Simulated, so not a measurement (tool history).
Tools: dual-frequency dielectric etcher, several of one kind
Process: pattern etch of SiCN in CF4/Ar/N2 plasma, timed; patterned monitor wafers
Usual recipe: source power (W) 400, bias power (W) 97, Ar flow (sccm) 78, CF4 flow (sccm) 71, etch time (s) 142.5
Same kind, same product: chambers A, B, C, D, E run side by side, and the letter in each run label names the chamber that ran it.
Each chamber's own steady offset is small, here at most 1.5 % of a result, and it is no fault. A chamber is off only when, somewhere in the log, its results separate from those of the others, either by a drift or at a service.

run,hour,source power (W),bias power (W),Ar flow (sccm),CF4 flow (sccm),etch time (s),hours since the last wet clean,hours since the last source power generator calibration,hours since the last bias power generator calibration,hours since the last Ar flow controller change,hours since the last CF4 flow controller change,"read-back reference wafer on the same gauge, depth_nm",mean etch depth across the wafer (Å)
1E,10.3,400,97,78,71,142.5,326.1,452.8,1186.8,136.7,2024.7,142,1275.4
# hour 15.4: chamber D: wet clean of the chamber
# hour 17.6: chamber E: wet clean of the chamber
2B,19.3,400,97,78,71,142.5,50.3,1029.7,353.1,609.3,19.3,142.03,1269.4
3C,25.1,400,97,78,71,142.5,225.1,2170.7,3223.2,2086.7,4632.5,141.94,1286.9
4D,34.4,400,97,78,71,142.5,19.1,2533.1,1629.8,2340.8,1547.1,141.98,1271.6
5A,41.7,400,97,78,71,142.5,194.3,2040.9,1982.5,3262.2,3360.8,142.07,1266.2
6E,50.4,400,97,78,71,142.5,32.9,492.9,1226.9,176.8,2064.8,142,1272.1
7B,62.1,340,90,78,71,142.5,93.1,1072.5,395.9,652.1,62.1,142.04,1079.4
8A,72.7,340,90,78,71,142.5,225.3,2071.9,2013.5,3293.2,3391.8,142.05,1072.7
9D,78.8,340,90,78,71,142.5,63.5,2577.5,1674.2,2385.2,1591.5,142.01,1075.3
10C,85.6,340,90,78,71,142.5,285.6,2231.2,3283.7,2147.2,4693,141.98,1085.8
11B,94.6,340,90,78,71,142.5,125.6,1105,428.4,684.6,94.6,142.06,1077.8
12E,106.5,400,97,78,79,142.5,89,549,1283,232.9,2120.9,141.99,1291.9
13C,112.5,400,97,78,79,142.5,312.5,2258.1,3310.6,2174.1,4719.9,142.06,1304.8
14A,120,400,97,78,79,142.5,272.6,2119.2,2060.8,3340.5,3439.1,141.93,1285.2
15D,130.9,400,97,78,79,142.5,115.6,2629.6,1726.3,2437.3,1643.6,142.01,1288.5
16B,140.7,400,97,78,79,142.5,171.7,1151.1,474.5,730.7,140.7,142.06,1292.5
17E,152.8,400,97,78,71,142.5,135.3,595.3,1329.3,279.2,2167.2,141.92,1273.3
18D,160.3,400,97,78,71,142.5,145,2659,1755.7,2466.7,1673,142,1276.1
19C,167,400,97,78,71,142.5,367,2312.6,3365.1,2228.6,4774.4,142.05,1284.6
20A,174.1,400,97,78,71,142.5,326.7,2173.3,2114.9,3394.6,3493.2,142,1268.2
21A,181.4,400,97,78,71,142.5,334,2180.6,2122.2,3401.9,3500.5,142.07,1267.6
22B,190,400,97,78,71,142.5,221,1200.4,523.8,780,190,141.98,1270.8
23D,198.7,400,97,78,71,142.5,183.4,2697.4,1794.1,2505.1,1711.4,142.01,1273.5
24E,208.7,400,97,78,71,142.5,191.2,651.2,1385.2,335.1,2223.1,141.94,1274.1
25C,219.4,400,97,78,71,142.5,419.4,2365,3417.5,2281,4826.8,142,1291.1
26E,227.7,400,97,78,71,142.5,210.2,670.2,1404.2,354.1,2242.1,142,1272.5
27A,233.2,400,97,78,71,142.5,385.8,2232.4,2174,3453.7,3552.3,141.91,1274
28C,242.9,400,97,70,82,142.5,442.9,2388.5,3441,2304.5,4850.3,141.97,1326.4
# hour 247.4: chamber A: bias power generator calibrated
29D,252.2,400,97,70,82,142.5,236.9,2750.9,1847.6,2558.6,1764.9,141.93,1310.8
30B,264,400,97,70,82,142.5,295,1274.4,597.8,854,264,142.04,1311.5
31C,273.6,400,97,70,82,142.5,473.6,2419.2,3471.7,2335.2,4881,142.03,1323.8
32A,282.6,400,97,70,82,142.5,435.2,2281.8,35.2,3503.1,3601.7,141.96,1307
33B,290.8,400,97,78,71,142.5,321.8,1301.2,624.6,880.8,290.8,141.98,1267.1
34D,300,400,97,78,71,142.5,284.7,2798.7,1895.4,2606.4,1812.7,141.95,1270.7
# hour 305.8: chamber C: wet clean of the chamber
35E,310.1,400,97,78,71,142.5,292.6,752.6,1486.6,436.5,2324.5,142.01,1272.9
# hour 316.4: chamber B: wet clean of the chamber
36E,319.8,400,97,78,71,142.5,302.3,762.3,1496.3,446.2,2334.2,141.93,1271.7
37C,328.3,400,97,78,71,142.5,22.5,2473.9,3526.4,2389.9,4935.7,141.97,1289.8
38D,340,400,97,94,71,164,324.7,2838.7,1935.4,2646.4,1852.7,141.97,1434.9
39B,346.1,400,97,94,71,164,29.7,1356.5,679.9,936.1,346.1,142.02,1433.1
40A,355.9,400,97,94,71,164,508.5,2355.1,108.5,3576.4,3675,142.09,1425.9
41C,365.2,400,97,94,71,164,59.4,2510.8,3563.3,2426.8,4972.6,141.93,1452.4
42A,377.2,400,97,94,71,164,529.8,2376.4,129.8,3597.7,3696.3,142.03,1422
43D,382.6,400,97,78,71,142.5,367.3,2881.3,1978,2689,1895.3,142,1272.7
44B,389.2,400,97,78,71,142.5,72.8,1399.6,723,979.2,389.2,142.03,1272.6

For the next run the whole fleet of 5 chambers uses the same settings. Give each chamber's results:
45A,397.9,400,97,78,71,173.5,,,,,,,?
45B,397.9,400,97,78,71,173.5,,,,,,,?
45C,397.9,400,97,78,71,173.5,,,,,,,?
45D,397.9,400,97,78,71,173.5,,,,,,,?
45E,397.9,400,97,78,71,173.5,,,,,,,?

run,mean etch depth across the wafer (Å)
45A,1540.5
45B,1542.6
45C,1572.8
45D,1544.5
45E,1554.4
